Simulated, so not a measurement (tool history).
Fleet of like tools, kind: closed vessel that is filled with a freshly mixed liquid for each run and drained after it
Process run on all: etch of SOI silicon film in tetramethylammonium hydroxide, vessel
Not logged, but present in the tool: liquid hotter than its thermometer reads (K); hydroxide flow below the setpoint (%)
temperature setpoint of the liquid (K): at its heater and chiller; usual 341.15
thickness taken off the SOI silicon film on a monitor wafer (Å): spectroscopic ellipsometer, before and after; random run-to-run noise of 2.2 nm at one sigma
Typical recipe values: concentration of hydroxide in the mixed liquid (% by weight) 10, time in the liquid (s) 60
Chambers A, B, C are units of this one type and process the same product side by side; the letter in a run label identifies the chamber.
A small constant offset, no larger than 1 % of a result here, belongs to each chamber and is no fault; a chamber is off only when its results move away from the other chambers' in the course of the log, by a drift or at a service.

| run | hour | temperature setpoint of the liquid (K) | concentration of hydroxide in the mixed liquid (% by weight) | time in the liquid (s) | hours since the thermometer was replaced | hours since the hydroxide flow meter was replaced | read-back film thickness of the SOI silicon film reference wafer, read on the same gauge (nm) | thickness taken off the SOI silicon film on a monitor wafer (Å) |
|---|---|---|---|---|---|---|---|---|
| 1A | 3.5 | 341.15 | 10 | 60 | 1881.1 | 1182.7 | 29.98 | 3686.7 |
| 2C | 7.1 | 341.15 | 10 | 60 | 783.8 | 657.2 | 29.989 | 3773.8 |
| 3B | 12.5 | 341.15 | 10 | 60 | 986.7 | 1083.2 | 29.995 | 3720.5 |
| 4A | 16.7 | 341.15 | 10 | 60 | 1894.3 | 1195.9 | 29.997 | 3689.1 |
| 5B | 21.3 | 341.15 | 10 | 60 | 995.5 | 1092 | 29.981 | 3686.4 |
| 6C | 26.9 | 341.15 | 10 | 60 | 803.6 | 677 | 29.972 | 3748.1 |
| 7B | 29.5 | 341.15 | 10 | 60 | 1003.7 | 1100.2 | 29.999 | 3710.3 |
|  | 31.6 | chamber A: hydroxide flow meter replaced |
| 8C | 35.2 | 338.65 | 10 | 60 | 811.9 | 685.3 | 30.015 | 3227.3 |
| 9A | 38 | 338.65 | 10 | 60 | 1915.6 | 6.4 | 30.027 | 3234.6 |
| 10C | 40.9 | 338.65 | 10 | 60 | 817.6 | 691 | 30.035 | 3191.2 |
| 11B | 45.6 | 341.15 | 10 | 60 | 1019.8 | 1116.3 | 30.028 | 3710.7 |
| 12A | 48.6 | 341.15 | 10 | 60 | 1926.2 | 17 | 29.957 | 3758.9 |
| 13B | 53.9 | 341.15 | 10 | 60 | 1028.1 | 1124.6 | 30.041 | 3691 |
| 14A | 59.7 | 341.15 | 10 | 60 | 1937.3 | 28.1 | 29.994 | 3764.6 |
| 15C | 62.4 | 341.15 | 10 | 60 | 839.1 | 712.5 | 30.026 | 3767.1 |
| 16A | 65.9 | 341.15 | 10 | 60 | 1943.5 | 34.3 | 29.984 | 3765.7 |
| 17B | 69.7 | 341.15 | 10 | 60 | 1043.9 | 1140.4 | 29.991 | 3706.6 |
| 18C | 75.5 | 341.15 | 10 | 60 | 852.2 | 725.6 | 29.992 | 3787.6 |
| 19B | 79.2 | 341.15 | 10 | 60 | 1053.4 | 1149.9 | 30.003 | 3700.1 |
| 20C | 83.2 | 341.15 | 10 | 30 | 859.9 | 733.3 | 30.032 | 1885.1 |
| 21A | 87.5 | 341.15 | 10 | 30 | 1965.1 | 55.9 | 30.021 | 1887.9 |
|  | 87.9 | chamber C: thermometer replaced |
| 22B | 90.3 | 341.15 | 10 | 30 | 1064.5 | 1161 | 30.003 | 1854.2 |
| 23C | 93.6 | 341.15 | 10 | 60 | 5.7 | 743.7 | 30.008 | 3733.5 |
| 24A | 98.1 | 341.15 | 10 | 60 | 1975.7 | 66.5 | 29.957 | 3781.3 |
| 25A | 102.8 | 341.15 | 10 | 60 | 1980.4 | 71.2 | 29.985 | 3813.1 |
| 26B | 106.6 | 341.15 | 10 | 60 | 1080.8 | 1177.3 | 29.982 | 3756.7 |
| 27C | 109.4 | 341.15 | 10 | 60 | 21.5 | 759.5 | 30 | 3765.2 |
| 28A | 113.3 | 341.15 | 10 | 60 | 1990.9 | 81.7 | 29.976 | 3802.6 |
| 29C | 118.5 | 341.15 | 10 | 60 | 30.6 | 768.6 | 29.962 | 3797.1 |
| 30B | 121.7 | 341.15 | 10 | 60 | 1095.9 | 1192.4 | 30.01 | 3709.7 |
| 31C | 124.2 | 341.15 | 10 | 60 | 36.3 | 774.3 | 30.008 | 3775.4 |
| 32A | 127.8 | 341.15 | 10 | 60 | 2005.4 | 96.2 | 30.031 | 3837.8 |
| 33B | 131 | 341.15 | 10 | 60 | 1105.2 | 1201.7 | 29.988 | 3727.3 |
| 34A | 134 | 341.15 | 10 | 60 | 2011.6 | 102.4 | 29.988 | 3857.7 |
| 35B | 139.4 | 341.15 | 10 | 60 | 1113.6 | 1210.1 | 30.009 | 3699.7 |
| 36C | 142.7 | 341.15 | 10 | 60 | 54.8 | 792.8 | 29.99 | 3783.6 |
| 37A | 147.9 | 341.15 | 10 | 60 | 2025.5 | 116.3 | 29.995 | 3899.9 |
| 38C | 153.2 | 341.15 | 11 | 60 | 65.3 | 803.3 | 29.986 | 3655.6 |

Next, every chamber runs the same settings. What will each give?
| 39A | 157.4 | 341.15 | 10 | 60 |  |  |  | ? |
| 39B | 157.4 | 341.15 | 10 | 60 |  |  |  | ? |
| 39C | 157.4 | 341.15 | 10 | 60 |  |  |  | ? |

| run | thickness taken off the SOI silicon film on a monitor wafer (Å) |
|---|---|
| 39A | 3876.8 |
| 39B | 3747.4 |
| 39C | 3747.6 |

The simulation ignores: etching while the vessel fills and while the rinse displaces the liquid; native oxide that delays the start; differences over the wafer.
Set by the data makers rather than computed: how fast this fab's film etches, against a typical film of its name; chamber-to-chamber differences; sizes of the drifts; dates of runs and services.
